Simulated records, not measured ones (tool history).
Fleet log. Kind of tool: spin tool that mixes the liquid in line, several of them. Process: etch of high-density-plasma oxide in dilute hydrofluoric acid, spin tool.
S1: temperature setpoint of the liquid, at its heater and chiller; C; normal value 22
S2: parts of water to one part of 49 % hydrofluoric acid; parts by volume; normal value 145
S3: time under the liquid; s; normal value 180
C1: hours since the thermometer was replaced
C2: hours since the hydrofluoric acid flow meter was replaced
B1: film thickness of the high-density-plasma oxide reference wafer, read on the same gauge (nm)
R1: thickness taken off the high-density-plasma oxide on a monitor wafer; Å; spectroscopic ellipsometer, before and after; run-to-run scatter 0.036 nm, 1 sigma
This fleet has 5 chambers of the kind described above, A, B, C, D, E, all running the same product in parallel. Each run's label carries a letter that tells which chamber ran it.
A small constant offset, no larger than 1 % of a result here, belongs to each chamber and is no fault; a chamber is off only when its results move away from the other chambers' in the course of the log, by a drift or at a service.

run 1B hour=6.5 | S1=22 S2=145 S3=180 | C1=2179.9 C2=607.7 | B1=49.997 | R1=55.337
run 2A hour=19.5 | S1=22 S2=145 S3=180 | C1=1074.8 C2=237.9 | B1=50.010 | R1=55.922
run 3C hour=32.7 | S1=22 S2=145 S3=180 | C1=503.7 C2=1443.9 | B1=49.988 | R1=55.467
run 4D hour=41.7 | S1=22 S2=145 S3=180 | C1=147.7 C2=560.3 | B1=49.975 | R1=55.957
run 5E hour=51.6 | S1=22 S2=145 S3=180 | C1=468.0 C2=604.6 | B1=50.006 | R1=55.199
run 6D hour=58.7 | S1=22 S2=145 S3=180 | C1=164.7 C2=577.3 | B1=49.992 | R1=55.481
run 7E hour=65.1 | S1=22 S2=145 S3=180 | C1=481.5 C2=618.1 | B1=49.982 | R1=55.197
-- hour=66.6 chamber D: hydrofluoric acid flow meter replaced
run 8B hour=72.6 | S1=22 S2=115 S3=110 | C1=2246.0 C2=673.8 | B1=49.986 | R1=43.221
run 9A hour=83.7 | S1=22 S2=115 S3=110 | C1=1139.0 C2=302.1 | B1=50.002 | R1=44.260
run 10C hour=97.2 | S1=22 S2=115 S3=110 | C1=568.2 C2=1508.4 | B1=49.976 | R1=43.622
run 11C hour=105.2 | S1=22 S2=115 S3=110 | C1=576.2 C2=1516.4 | B1=49.977 | R1=44.118
-- hour=116.4 chamber B: hydrofluoric acid flow meter replaced
run 12E hour=118.5 | S1=22 S2=115 S3=110 | C1=534.9 C2=671.5 | B1=50.009 | R1=44.234
run 13D hour=132.1 | S1=27 S2=145 S3=180 | C1=238.1 C2=65.6 | B1=50.000 | R1=67.288
run 14A hour=142.8 | S1=27 S2=145 S3=180 | C1=1198.1 C2=361.2 | B1=49.988 | R1=68.227
run 15B hour=155.4 | S1=27 S2=145 S3=180 | C1=2328.8 C2=39.0 | B1=49.985 | R1=66.530
run 16C hour=162.9 | S1=27 S2=145 S3=180 | C1=633.9 C2=1574.1 | B1=50.018 | R1=67.948
run 17B hour=177.2 | S1=27 S2=145 S3=180 | C1=2350.6 C2=60.8 | B1=50.002 | R1=66.873
run 18A hour=187.7 | S1=22 S2=145 S3=180 | C1=1243.0 C2=406.1 | B1=49.987 | R1=55.033
run 19E hour=195.9 | S1=22 S2=145 S3=85 | C1=612.3 C2=748.9 | B1=49.979 | R1=25.936
run 20D hour=205.0 | S1=22 S2=145 S3=85 | C1=311.0 C2=138.5 | B1=49.995 | R1=26.090
run 21E hour=216.2 | S1=22 S2=145 S3=85 | C1=632.6 C2=769.2 | B1=49.982 | R1=26.160
run 22A hour=223.1 | S1=22 S2=145 S3=85 | C1=1278.4 C2=441.5 | B1=49.978 | R1=26.373
run 23C hour=237.6 | S1=22 S2=145 S3=85 | C1=708.6 C2=1648.8 | B1=50.030 | R1=27.021
run 24D hour=245.8 | S1=22 S2=145 S3=180 | C1=351.8 C2=179.3 | B1=49.969 | R1=55.045
run 25B hour=255.9 | S1=22 S2=145 S3=180 | C1=2429.3 C2=139.5 | B1=50.042 | R1=55.312
run 26E hour=269.5 | S1=22 S2=145 S3=180 | C1=685.9 C2=822.5 | B1=49.977 | R1=55.173
run 27A hour=282.5 | S1=22 S2=145 S3=180 | C1=1337.8 C2=500.9 | B1=49.977 | R1=56.155
run 28B hour=289.1 | S1=22 S2=145 S3=180 | C1=2462.5 C2=172.7 | B1=50.005 | R1=55.474
run 29C hour=301.0 | S1=22 S2=145 S3=180 | C1=772.0 C2=1712.2 | B1=50.010 | R1=58.393
run 30D hour=309.4 | S1=22 S2=145 S3=180 | C1=415.4 C2=242.9 | B1=49.967 | R1=54.681
-- hour=320.9 chamber C: hydrofluoric acid flow meter replaced
run 31D hour=323.8 | S1=22 S2=205 S3=180 | C1=429.8 C2=257.3 | B1=49.993 | R1=36.839
run 32A hour=335.0 | S1=22 S2=205 S3=180 | C1=1390.3 C2=553.4 | B1=50.000 | R1=36.686
run 33C hour=348.1 | S1=22 S2=205 S3=180 | C1=819.1 C2=27.3 | B1=50.006 | R1=39.662
run 34E hour=360.8 | S1=22 S2=205 S3=180 | C1=777.2 C2=913.8 | B1=50.006 | R1=36.662

Is one chamber out of step, is the gauge drifting, or do the chambers differ by no more than their own small offsets? For an off chamber, give its letter and the likeliest cause.

Chamber C drifts away from the others.
Cause: liquid hotter than its thermometer reads (K) = 2.21.

Below are 4 candidate recipes for chamber C's next run, each the usual settings with a change, their results shown as question marks. Which of them brings C's results back in line with what the other chambers give on the usual settings?
A result is in line if it is within this distance of the other chambers' mean on the usual settings: R1 1.300 Å
run 35C-1 hour=371.1 | S1=22 S2=145 S3=185 | R1=?
run 35C-2 hour=371.1 | S1=21 S2=145 S3=180 | R1=?
run 35C-3 hour=371.1 | S1=22 S2=150 S3=175 | R1=?
run 35C-4 hour=371.1 | S1=22 S2=140 S3=185 | R1=?

Mean of the other chambers on the usual settings: R1 55.505 Å
run=35C-1 R1=61.546
run=35C-2 R1=57.623
run=35C-3 R1=55.965
run=35C-4 R1=64.098
It is 35C-3 that realigns the chamber with its peers.
